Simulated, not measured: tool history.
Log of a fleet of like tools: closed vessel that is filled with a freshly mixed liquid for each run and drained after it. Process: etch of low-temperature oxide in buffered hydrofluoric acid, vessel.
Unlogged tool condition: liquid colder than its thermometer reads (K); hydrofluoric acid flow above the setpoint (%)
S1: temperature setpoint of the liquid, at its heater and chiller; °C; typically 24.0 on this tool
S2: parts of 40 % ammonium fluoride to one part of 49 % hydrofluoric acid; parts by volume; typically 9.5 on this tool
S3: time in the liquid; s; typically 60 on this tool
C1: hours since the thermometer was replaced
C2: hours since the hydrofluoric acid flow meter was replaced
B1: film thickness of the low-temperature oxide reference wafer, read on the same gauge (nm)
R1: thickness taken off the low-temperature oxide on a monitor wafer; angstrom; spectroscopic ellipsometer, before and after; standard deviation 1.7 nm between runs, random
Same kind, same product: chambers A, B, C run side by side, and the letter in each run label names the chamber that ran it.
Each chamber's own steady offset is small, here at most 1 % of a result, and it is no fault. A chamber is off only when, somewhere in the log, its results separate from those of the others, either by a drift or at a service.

{"run": "1B", "day": 0.354, "S1": 24.0, "S2": 9.5, "S3": 60, "C1": 866.6, "C2": 1545.3, "B1": 119.99, "R1": 2294.5}
{"run": "2A", "day": 0.683, "S1": 24.0, "S2": 9.5, "S3": 60, "C1": 699.3, "C2": 1406.6, "B1": 119.96, "R1": 2321.0}
{"run": "3C", "day": 1.146, "S1": 24.0, "S2": 9.5, "S3": 60, "C1": 2198.6, "C2": 873.4, "B1": 119.94, "R1": 2321.0}
{"run": "4C", "day": 1.608, "S1": 24.0, "S2": 9.5, "S3": 60, "C1": 2209.7, "C2": 884.5, "B1": 119.98, "R1": 2321.2}
{"day": 1.817, "done": "chamber C: hydrofluoric acid flow meter replaced"}
{"run": "5A", "day": 1.829, "S1": 24.0, "S2": 9.5, "S3": 60, "C1": 726.8, "C2": 1434.1, "B1": 120.01, "R1": 2290.3}
{"run": "6B", "day": 2.217, "S1": 24.0, "S2": 9.5, "S3": 60, "C1": 911.3, "C2": 1590.0, "B1": 119.98, "R1": 2274.6}
{"run": "7A", "day": 2.65, "S1": 24.0, "S2": 9.5, "S3": 60, "C1": 746.5, "C2": 1453.8, "B1": 119.97, "R1": 2309.3}
{"run": "8C", "day": 2.933, "S1": 24.0, "S2": 9.5, "S3": 60, "C1": 2241.5, "C2": 26.8, "B1": 119.98, "R1": 2310.0}
{"run": "9B", "day": 3.233, "S1": 24.0, "S2": 9.5, "S3": 60, "C1": 935.7, "C2": 1614.4, "B1": 120.02, "R1": 2294.0}
{"run": "10B", "day": 3.692, "S1": 24.0, "S2": 9.5, "S3": 60, "C1": 946.7, "C2": 1625.4, "B1": 119.99, "R1": 2270.8}
{"run": "11A", "day": 4.158, "S1": 24.0, "S2": 9.5, "S3": 60, "C1": 782.7, "C2": 1490.0, "B1": 119.99, "R1": 2300.4}
{"run": "12C", "day": 4.438, "S1": 24.0, "S2": 9.5, "S3": 60, "C1": 2277.6, "C2": 62.9, "B1": 119.98, "R1": 2321.1}
{"run": "13B", "day": 4.683, "S1": 24.0, "S2": 9.5, "S3": 60, "C1": 970.5, "C2": 1649.2, "B1": 120.0, "R1": 2256.0}
{"run": "14A", "day": 5.046, "S1": 24.0, "S2": 9.5, "S3": 60, "C1": 804.0, "C2": 1511.3, "B1": 119.99, "R1": 2296.2}
{"run": "15C", "day": 5.438, "S1": 24.0, "S2": 9.5, "S3": 60, "C1": 2301.6, "C2": 86.9, "B1": 120.01, "R1": 2319.6}
{"run": "16A", "day": 5.829, "S1": 24.0, "S2": 9.5, "S3": 60, "C1": 822.8, "C2": 1530.1, "B1": 119.99, "R1": 2308.7}
{"run": "17C", "day": 6.096, "S1": 24.0, "S2": 9.5, "S3": 60, "C1": 2317.4, "C2": 102.7, "B1": 120.02, "R1": 2282.5}
{"run": "18B", "day": 6.329, "S1": 24.0, "S2": 9.5, "S3": 60, "C1": 1010.0, "C2": 1688.7, "B1": 120.04, "R1": 2228.9}
{"run": "19C", "day": 6.788, "S1": 24.0, "S2": 9.5, "S3": 60, "C1": 2334.0, "C2": 119.3, "B1": 120.03, "R1": 2285.9}
{"run": "20B", "day": 7.25, "S1": 26.0, "S2": 9.5, "S3": 95, "C1": 1032.1, "C2": 1710.8, "B1": 120.03, "R1": 3955.4}
{"run": "21A", "day": 7.692, "S1": 26.0, "S2": 9.5, "S3": 95, "C1": 867.5, "C2": 1574.8, "B1": 120.0, "R1": 4070.5}
{"run": "22C", "day": 7.908, "S1": 26.0, "S2": 9.5, "S3": 95, "C1": 2360.9, "C2": 146.2, "B1": 120.01, "R1": 4037.1}
{"run": "23B", "day": 8.262, "S1": 24.0, "S2": 9.5, "S3": 60, "C1": 1056.4, "C2": 1735.1, "B1": 119.98, "R1": 2240.0}
{"run": "24A", "day": 8.479, "S1": 19.5, "S2": 8.0, "S3": 60, "C1": 886.4, "C2": 1593.7, "B1": 119.97, "R1": 2092.8}
{"run": "25A", "day": 8.883, "S1": 19.5, "S2": 8.0, "S3": 60, "C1": 896.1, "C2": 1603.4, "B1": 119.99, "R1": 2108.5}
{"run": "26C", "day": 9.183, "S1": 19.5, "S2": 8.0, "S3": 60, "C1": 2391.5, "C2": 176.8, "B1": 119.98, "R1": 2123.9}
{"run": "27B", "day": 9.421, "S1": 24.0, "S2": 9.5, "S3": 60, "C1": 1084.2, "C2": 1762.9, "B1": 120.02, "R1": 2217.1}
{"run": "28B", "day": 9.738, "S1": 24.0, "S2": 9.5, "S3": 60, "C1": 1091.8, "C2": 1770.5, "B1": 120.02, "R1": 2202.6}
{"run": "29A", "day": 10.067, "S1": 24.0, "S2": 9.5, "S3": 60, "C1": 924.5, "C2": 1631.8, "B1": 120.03, "R1": 2301.8}
{"run": "30C", "day": 10.433, "S1": 24.0, "S2": 9.5, "S3": 60, "C1": 2421.5, "C2": 206.8, "B1": 119.98, "R1": 2284.2}
{"day": 10.596, "done": "chamber A: thermometer replaced"}
{"run": "31B", "day": 10.892, "S1": 24.0, "S2": 9.5, "S3": 60, "C1": 1119.5, "C2": 1798.2, "B1": 119.98, "R1": 2149.1}
{"run": "32A", "day": 11.142, "S1": 24.0, "S2": 9.5, "S3": 60, "C1": 13.2, "C2": 1657.6, "B1": 120.03, "R1": 2304.3}

All 3 chambers run these settings next. Forecast each chamber's results:
{"run": "33A", "day": 11.496, "S1": 24.0, "S2": 9.5, "S3": 60, "R1": "?"}
{"run": "33B", "day": 11.496, "S1": 24.0, "S2": 9.5, "S3": 60, "R1": "?"}
{"run": "33C", "day": 11.496, "S1": 24.0, "S2": 9.5, "S3": 60, "R1": "?"}

run=33A R1=2318.1
run=33B R1=2181.9
run=33C R1=2333.7
